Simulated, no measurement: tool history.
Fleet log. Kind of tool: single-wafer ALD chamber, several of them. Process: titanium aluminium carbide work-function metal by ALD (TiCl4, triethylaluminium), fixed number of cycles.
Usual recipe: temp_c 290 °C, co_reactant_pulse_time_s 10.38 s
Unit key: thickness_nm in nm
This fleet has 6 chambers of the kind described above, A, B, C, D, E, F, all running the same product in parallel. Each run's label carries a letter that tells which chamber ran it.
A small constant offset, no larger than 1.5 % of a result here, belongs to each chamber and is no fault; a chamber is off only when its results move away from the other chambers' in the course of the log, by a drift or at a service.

| run | hour | temp_c | co_reactant_pulse_time_s | hours since the last thermocouple change | hours since the last triethylaluminium bottle change | read-back reference wafer on the same gauge, thickness_nm | thickness_nm |
|---|---|---|---|---|---|---|---|
| 1F | 7.1 | 290 | 10.38 | 1246.7 | 460.8 | 2.2092 | 1.9169 |
| 2C | 13.7 | 290 | 10.38 | 884.5 | 263.7 | 2.2092 | 1.9227 |
| 3D | 21.1 | 290 | 10.38 | 348.5 | 481.1 | 2.2100 | 1.9162 |
| 4E | 28.7 | 290 | 10.38 | 1049.9 | 1478.6 | 2.2101 | 1.9050 |
| 5B | 33.8 | 290 | 10.38 | 827.2 | 724.6 | 2.2095 | 1.9122 |
| 6A | 41.4 | 290 | 10.38 | 705.6 | 223.2 | 2.2103 | 1.9089 |
| 7F | 47.9 | 290 | 10.38 | 1287.5 | 501.6 | 2.2104 | 1.9132 |
| 8A | 51.6 | 290 | 10.38 | 715.8 | 233.4 | 2.2099 | 1.9060 |
| 9E | 59.1 | 290 | 10.38 | 1080.3 | 1509.0 | 2.2094 | 1.8984 |
| 10C | 64.4 | 290 | 10.38 | 935.2 | 314.4 | 2.2097 | 1.9171 |
| 11B | 70.9 | 278 | 14.12 | 864.3 | 761.7 | 2.2100 | 1.8492 |
| 12D | 78.1 | 278 | 14.12 | 405.5 | 538.1 | 2.2094 | 1.8454 |
| 13B | 82.7 | 278 | 14.12 | 876.1 | 773.5 | 2.2096 | 1.8424 |
| 14F | 86.9 | 278 | 14.12 | 1326.5 | 540.6 | 2.2096 | 1.8534 |
| 15C | 90.7 | 278 | 14.12 | 961.5 | 340.7 | 2.2094 | 1.8555 |
| 16D | 97.5 | 278 | 14.12 | 424.9 | 557.5 | 2.2099 | 1.8448 |
| 17E | 102.3 | 290 | 10.38 | 1123.5 | 1552.2 | 2.2094 | 1.9073 |
| 18A | 106.1 | 290 | 10.38 | 770.3 | 287.9 | 2.2112 | 1.9128 |
| 19E | 111.9 | 290 | 10.38 | 1133.1 | 1561.8 | 2.2101 | 1.9016 |
| 20A | 117.7 | 290 | 10.38 | 781.9 | 299.5 | 2.2089 | 1.9026 |
| 21D | 121.2 | 290 | 10.38 | 448.6 | 581.2 | 2.2111 | 1.8897 |
| 22F | 125.9 | 290 | 10.38 | 1365.5 | 579.6 | 2.2105 | 1.9115 |
| 23C | 131.6 | 290 | 10.38 | 1002.4 | 381.6 | 2.2091 | 1.9204 |
| 24B | 137.5 | 290 | 10.38 | 930.9 | 828.3 | 2.2107 | 1.9142 |
| 25A | 144.5 | 290 | 10.38 | 808.7 | 326.3 | 2.2101 | 1.9021 |
| 26C | 149.6 | 280 | 6.35 | 1020.4 | 399.6 | 2.2108 | 1.6701 |
| 27E | 154.1 | 280 | 6.35 | 1175.3 | 1604.0 | 2.2114 | 1.6636 |
| 28B | 158.4 | 280 | 6.35 | 951.8 | 849.2 | 2.2107 | 1.6719 |
| 29F | 165.4 | 280 | 6.35 | 1405.0 | 619.1 | 2.2101 | 1.6647 |
| 30D | 170.3 | 280 | 6.35 | 497.7 | 630.3 | 2.2103 | 1.5893 |
| 31D | 174.8 | 280 | 6.35 | 502.2 | 634.8 | 2.2103 | 1.5897 |
| 32C | 180.6 | 290 | 14.25 | 1051.4 | 430.6 | 2.2104 | 1.9603 |
| 33A | 188.1 | 290 | 14.25 | 852.3 | 369.9 | 2.2093 | 1.9471 |
| 34E | 193.9 | 290 | 14.25 | 1215.1 | 1643.8 | 2.2098 | 1.9367 |
| 35F | 200.6 | 290 | 14.25 | 1440.2 | 654.3 | 2.2108 | 1.9595 |
| 36B | 204.0 | 290 | 14.25 | 997.4 | 894.8 | 2.2084 | 1.9451 |
| 37E | 210.4 | 290 | 14.25 | 1231.6 | 1660.3 | 2.2093 | 1.9485 |

Each of the 6 chambers runs these same settings next. Fill in every chamber's results:
| 38A | 215.9 | 284 | 10.38 |  |  |  | ? |
| 38B | 215.9 | 284 | 10.38 |  |  |  | ? |
| 38C | 215.9 | 284 | 10.38 |  |  |  | ? |
| 38D | 215.9 | 284 | 10.38 |  |  |  | ? |
| 38E | 215.9 | 284 | 10.38 |  |  |  | ? |
| 38F | 215.9 | 284 | 10.38 |  |  |  | ? |

| run | thickness_nm |
|---|---|
| 38A | 1.8478 |
| 38B | 1.8556 |
| 38C | 1.8669 |
| 38D | 1.8132 |
| 38E | 1.8449 |
| 38F | 1.8560 |

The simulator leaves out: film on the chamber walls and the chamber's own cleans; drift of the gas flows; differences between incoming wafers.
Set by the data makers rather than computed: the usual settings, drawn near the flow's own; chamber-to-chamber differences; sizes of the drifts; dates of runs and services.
